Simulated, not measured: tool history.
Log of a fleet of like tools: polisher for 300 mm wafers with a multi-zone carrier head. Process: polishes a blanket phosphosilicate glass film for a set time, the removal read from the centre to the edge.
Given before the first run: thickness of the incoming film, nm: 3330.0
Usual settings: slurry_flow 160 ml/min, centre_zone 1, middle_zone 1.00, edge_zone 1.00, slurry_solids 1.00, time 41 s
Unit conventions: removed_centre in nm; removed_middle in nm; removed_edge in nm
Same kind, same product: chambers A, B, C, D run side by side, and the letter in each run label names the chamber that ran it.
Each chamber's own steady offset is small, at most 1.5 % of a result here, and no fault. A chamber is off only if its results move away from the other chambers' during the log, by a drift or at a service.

run,day,slurry_flow,centre_zone,middle_zone,edge_zone,slurry_solids,time,removed_centre,removed_middle,removed_edge
# day 0.021: chamber B: worn pad replaced by a new one
1D,0.333,160,1,1.00,1.00,1.00,41,457.32,447.78,449.08
# day 0.350: chamber C: worn pad replaced by a new one
2A,0.558,160,1,1.00,1.00,1.00,41,445.29,448.07,451.07
3B,0.746,160,1,1.00,1.00,1.00,41,449.31,450.79,450.82
4C,0.958,160,1,1.00,1.00,1.00,41,451.74,449.14,448.12
# day 1.058: chamber B: edge zone pressure recalibrated
5A,1.167,160,1,1.00,1.00,1.00,41,458.72,454.03,459.41
6B,1.367,160,1,1.00,1.00,1.00,41,451.80,448.34,451.64
# day 1.538: chamber A: worn pad replaced by a new one
7C,1.592,160,1,1.00,1.00,1.00,41,449.49,449.01,443.87
8D,1.858,160,1,1.00,1.00,0.80,41,405.35,409.65,406.57
9C,2.200,160,1,1.00,1.00,0.80,41,404.60,401.44,402.07
10B,2.550,160,1,1.00,1.00,0.80,41,407.10,402.97,408.24
11D,2.896,160,1,1.00,1.00,0.80,41,411.49,402.13,409.18
12A,3.258,160,1,1.00,1.00,1.00,41,449.74,452.87,447.52
13C,3.446,160,1,1.00,1.00,1.00,41,453.39,449.79,444.23
14A,3.604,160,1,1.00,1.00,1.00,41,454.43,448.03,446.01
15D,3.858,160,1,1.00,1.00,1.00,41,454.70,447.33,453.10
16B,4.021,160,1,1.00,1.00,1.00,41,454.36,447.73,451.21
# day 4.121: chamber C: slurry nozzle cleaned
17A,4.183,160,1,1.00,1.00,1.00,41,454.00,455.39,449.30
18C,4.350,160,1,1.00,1.00,1.00,41,452.42,448.51,440.12
# day 4.438: chamber C: worn pad replaced by a new one
# day 4.512: chamber B: worn pad replaced by a new one
19D,4.688,160,1,1.00,1.00,1.00,41,449.48,452.46,443.64
20B,4.917,160,1,1.00,1.06,1.00,47,518.17,512.74,535.04
# day 5.121: chamber D: centre zone pressure recalibrated
21C,5.158,160,1,1.00,1.06,1.00,47,512.07,513.78,529.93
# day 5.208: chamber D: worn pad replaced by a new one
22D,5.367,160,1,1.00,1.06,1.00,47,523.98,515.27,527.50
# day 5.538: chamber D: slurry nozzle cleaned
23B,5.650,160,1,1.00,1.06,1.00,47,526.04,513.54,534.09
24A,5.988,160,1,1.00,1.00,1.00,41,446.43,453.30,451.94
25A,6.212,160,1,1.00,1.00,1.00,41,452.59,447.13,446.00
26C,6.483,160,1,1.00,1.00,1.00,41,447.24,446.19,441.72
# day 6.579: chamber A: slurry nozzle cleaned
27B,6.804,160,1,1.00,1.00,1.00,41,451.48,443.68,451.69
28D,7.033,160,1,0.89,1.00,0.75,41,395.27,354.11,392.36
# day 7.133: chamber A: worn pad replaced by a new one
29D,7.250,160,1,0.89,1.00,0.75,41,402.44,356.76,385.96
30A,7.467,160,1,0.89,1.00,0.75,41,392.20,360.99,397.86
31B,7.775,160,1,0.89,1.00,0.75,41,394.28,352.89,391.69
32C,7.954,160,1,1.00,1.00,1.00,41,448.41,451.90,445.54
# day 8.100: chamber B: worn pad replaced by a new one
33B,8.246,160,1,1.00,1.00,1.00,41,458.01,448.70,449.95
34C,8.538,195,1,1.00,0.93,1.00,41,468.03,468.02,438.75
35A,8.862,195,1,1.00,0.93,1.00,41,469.83,469.62,445.89
36D,9.117,195,1,1.00,0.93,1.00,41,476.69,463.98,443.12
# day 9.179: chamber D: edge zone pressure recalibrated
# day 9.229: chamber C: worn pad replaced by a new one
37A,9.475,195,1,1.00,0.93,1.00,41,467.84,469.56,450.36
38B,9.662,160,1,1.00,1.00,1.00,41,457.63,446.06,450.57
39D,9.962,160,1,1.00,1.00,1.00,41,456.83,450.02,448.49
40C,10.275,160,1,1.00,1.00,1.00,41,448.11,445.35,442.17

All chambers now run identical settings, listed one chamber a line with results as question marks. What results will each chamber show?
41A,10.533,160,1,1.00,1.00,1.00,41,?,?,?
41B,10.533,160,1,1.00,1.00,1.00,41,?,?,?
41C,10.533,160,1,1.00,1.00,1.00,41,?,?,?
41D,10.533,160,1,1.00,1.00,1.00,41,?,?,?

run,removed_centre,removed_middle,removed_edge
41A,453.86,453.64,452.79
41B,459.51,445.90,451.68
41C,453.05,453.53,443.32
41D,453.81,449.16,448.54
